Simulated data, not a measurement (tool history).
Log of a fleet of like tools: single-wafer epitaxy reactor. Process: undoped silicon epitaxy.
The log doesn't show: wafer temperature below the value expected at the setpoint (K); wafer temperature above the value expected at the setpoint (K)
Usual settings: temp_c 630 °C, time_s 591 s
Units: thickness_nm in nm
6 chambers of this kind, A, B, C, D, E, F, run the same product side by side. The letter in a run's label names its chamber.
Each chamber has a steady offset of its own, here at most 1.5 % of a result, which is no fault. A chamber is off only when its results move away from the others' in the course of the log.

run	hour	temp_c	time_s	hours since the last pyrometer calibration	read-back reference wafer on the same gauge, thickness_nm	thickness_nm
1A	5.7	630	591	312	76.091	63.822
2C	15.3	630	591	448.4	76.043	62.794
3E	22.9	630	591	890.1	76.004	64
4F	34.3	630	591	1092.1	76.11	63.395
5D	44	630	591	567.2	76.083	64.446
6B	54	630	591	743.5	76.064	63.705
# hour 58.3: chamber F: pyrometer calibrated
7B	60.8	630	591	750.3	76.014	63.92
8E	67.8	630	591	935	76.118	64.061
9D	76.2	637	659	599.4	76.117	84.349
10A	85.6	637	659	391.9	76.137	84.247
11C	93.8	637	659	526.9	76.175	82.177
12F	99.8	637	659	41.6	76.163	82.606
13B	105.3	637	659	794.8	76.175	83.191
14E	114.4	637	659	981.6	76.167	84.129
15A	121.9	630	591	428.2	76.112	64.173
16C	132.4	630	591	565.5	76.071	63.037
17D	144.6	630	591	667.8	76.03	64.846
18F	154.8	630	591	96.6	76.1	63.663
19D	161.5	630	591	684.7	76.122	64.403
20B	169.7	630	591	859.2	76.024	63.861
21A	176.2	630	591	482.5	76.004	64.179
22E	184.8	630	591	1052	76.011	64.155
23C	191.5	630	591	624.6	76.174	63.197
24F	198.9	630	591	140.7	76.179	63.782
25B	209.1	630	591	898.6	76.053	63.752
26C	220.1	630	591	653.2	76.058	63.115
27E	227.6	630	591	1094.8	76.07	63.906
28A	234.6	636	548	540.9	76.126	67.879
29F	243.1	636	548	184.9	76.021	67.607
30D	249.4	636	548	772.6	76.118	68.446
31A	259.6	636	548	565.9	76.122	67.218
32F	271.1	636	548	212.9	76.151	67.587
33C	279.4	636	548	712.5	76.008	66.924
34B	290.5	630	700	980	76.108	75.706
35D	301.1	630	700	824.3	76.106	76.646
36E	312.5	630	700	1179.7	76.049	75.856
37D	320.6	630	700	843.8	76.136	76.136
38C	329.1	630	700	762.2	76.169	75.1
39A	339.9	630	700	646.2	76.102	73.848
40E	349.1	630	591	1216.3	76.145	64.269
41B	361.3	630	591	1050.8	76.071	63.403
42F	372.4	630	591	314.2	76.086	63.661
43E	383.1	630	591	1250.3	76.077	64.13

What goes on in this fleet: one chamber off, a drifting gauge, or nothing beyond the chambers' own small offsets? Name the chamber and the cause, if any.

Chamber A drifts away from the others.
Cause: wafer temperature below the value expected at the setpoint (K) = 1.51.

Here are 4 candidates for chamber A's next run, each the usual settings with a change, their results left as question marks. Which one brings its results back in line with what the others give on the usual settings?
In line means no further than this from the other chambers' mean on the usual settings: thickness_nm 0.88 nm
44A-1	392.1	629	586			?
44A-2	392.1	630	610			?
44A-3	392.1	628	582			?
44A-4	392.1	632	600			?

The other chambers' mean on the usual settings: thickness_nm 63.845 nm
run	thickness_nm
44A-1	59.919
44A-2	63.838
44A-3	58.142
44A-4	65.764
44A-2 brings the chamber back in line.
